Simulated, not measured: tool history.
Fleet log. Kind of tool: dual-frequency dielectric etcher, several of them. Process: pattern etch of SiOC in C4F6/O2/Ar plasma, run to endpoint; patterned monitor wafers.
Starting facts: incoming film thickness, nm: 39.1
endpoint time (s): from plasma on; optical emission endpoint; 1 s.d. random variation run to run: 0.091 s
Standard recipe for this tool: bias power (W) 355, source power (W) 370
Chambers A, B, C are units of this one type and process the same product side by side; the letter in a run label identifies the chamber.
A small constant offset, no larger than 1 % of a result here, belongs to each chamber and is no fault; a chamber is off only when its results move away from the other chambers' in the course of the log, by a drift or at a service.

| run | hour | bias power (W) | source power (W) | hours since the last wet clean | hours since the last bias power generator calibration | hours since the last source power generator calibration | endpoint time (s) |
|---|---|---|---|---|---|---|---|
| 1A | 7.3 | 355 | 370 | 218.1 | 513.9 | 919.4 | 15.337 |
| 2B | 18.1 | 355 | 370 | 411.2 | 1407.6 | 1067.8 | 15.178 |
| 3C | 26 | 355 | 370 | 124.4 | 1499.8 | 1497 | 15.194 |
| 4B | 31.2 | 355 | 370 | 424.3 | 1420.7 | 1080.9 | 15.303 |
| 5C | 41.5 | 294 | 290 | 139.9 | 1515.3 | 1512.5 | 17.805 |
| 6A | 50.3 | 294 | 290 | 261.1 | 556.9 | 962.4 | 17.821 |
| 7A | 57.4 | 294 | 290 | 268.2 | 564 | 969.5 | 17.876 |
| 8C | 68.4 | 355 | 370 | 166.8 | 1542.2 | 1539.4 | 15.228 |
| 9B | 73.6 | 355 | 370 | 466.7 | 1463.1 | 1123.3 | 15.425 |
| 10B | 80.7 | 387 | 370 | 473.8 | 1470.2 | 1130.4 | 14.81 |
| 11C | 89.2 | 387 | 370 | 187.6 | 1563 | 1560.2 | 14.85 |
| 12A | 94.7 | 387 | 370 | 305.5 | 601.3 | 1006.8 | 14.726 |
| 13C | 100 | 355 | 370 | 198.4 | 1573.8 | 1571 | 15.226 |
| 14A | 108.5 | 355 | 370 | 319.3 | 615.1 | 1020.6 | 15.283 |
| 15B | 115.3 | 355 | 370 | 508.4 | 1504.8 | 1165 | 15.465 |
| 16A | 123.2 | 355 | 370 | 334 | 629.8 | 1035.3 | 15.352 |
| 17B | 133.2 | 407 | 370 | 526.3 | 1522.7 | 1182.9 | 14.652 |
| 18C | 142.6 | 407 | 370 | 241 | 1616.4 | 1613.6 | 14.345 |
| 19A | 149 | 407 | 370 | 359.8 | 655.6 | 1061.1 | 14.434 |
| 20C | 157.1 | 355 | 370 | 255.5 | 1630.9 | 1628.1 | 15.381 |
| 21B | 162.2 | 355 | 370 | 555.3 | 1551.7 | 1211.9 | 15.435 |
| 22A | 171.7 | 355 | 370 | 382.5 | 678.3 | 1083.8 | 15.381 |
| 23C | 176.8 | 323 | 300 | 275.2 | 1650.6 | 1647.8 | 17.21 |
| 24B | 183.4 | 323 | 300 | 576.5 | 1572.9 | 1233.1 | 17.509 |
| 25B | 192.9 | 323 | 300 | 586 | 1582.4 | 1242.6 | 17.521 |
| 26C | 197.9 | 355 | 370 | 296.3 | 1671.7 | 1668.9 | 15.369 |
| 27A | 208.4 | 355 | 370 | 419.2 | 715 | 1120.5 | 15.328 |
| 28A | 213.4 | 355 | 370 | 424.2 | 720 | 1125.5 | 15.422 |
| 29C | 218.3 | 355 | 370 | 316.7 | 1692.1 | 1689.3 | 15.361 |
| 30B | 224.8 | 355 | 370 | 617.9 | 1614.3 | 1274.5 | 15.64 |
| 31B | 232.2 | 288 | 370 | 625.3 | 1621.7 | 1281.9 | 16.765 |
| 32C | 237.7 | 288 | 370 | 336.1 | 1711.5 | 1708.7 | 16.531 |
| 33A | 247.6 | 288 | 370 | 458.4 | 754.2 | 1159.7 | 16.453 |

Read the log: is a single chamber off, either drifting away or since a service, is the gauge that measures every chamber drifting, or is nothing wrong beyond small per-chamber offsets? Name any odd chamber and what most likely caused it.

Chamber B drifts away from the others.
Most likely cause: etch rate under this chamber's usual, % = 3.96.

Here are 4 candidates for chamber B's next run, each the usual settings with a change, their results left as question marks. Which one brings its results back in line with what the others give on the usual settings?
Allowed miss from the other chambers' usual-settings mean, per result, to count as in line: endpoint time (s) 0.32
| 34B-1 | 255.5 | 355 | 310 |  |  |  | ? |
| 34B-2 | 255.5 | 355 | 400 |  |  |  | ? |
| 34B-3 | 255.5 | 425 | 370 |  |  |  | ? |
| 34B-4 | 255.5 | 355 | 340 |  |  |  | ? |

Usual-settings mean across the other chambers: endpoint time (s) 15.305
| run | endpoint time (s) |
|---|---|
| 34B-1 | 16.867 |
| 34B-2 | 15.313 |
| 34B-3 | 14.776 |
| 34B-4 | 16.287 |
Change 34B-2 lands the chamber within the allowed miss of the other chambers.
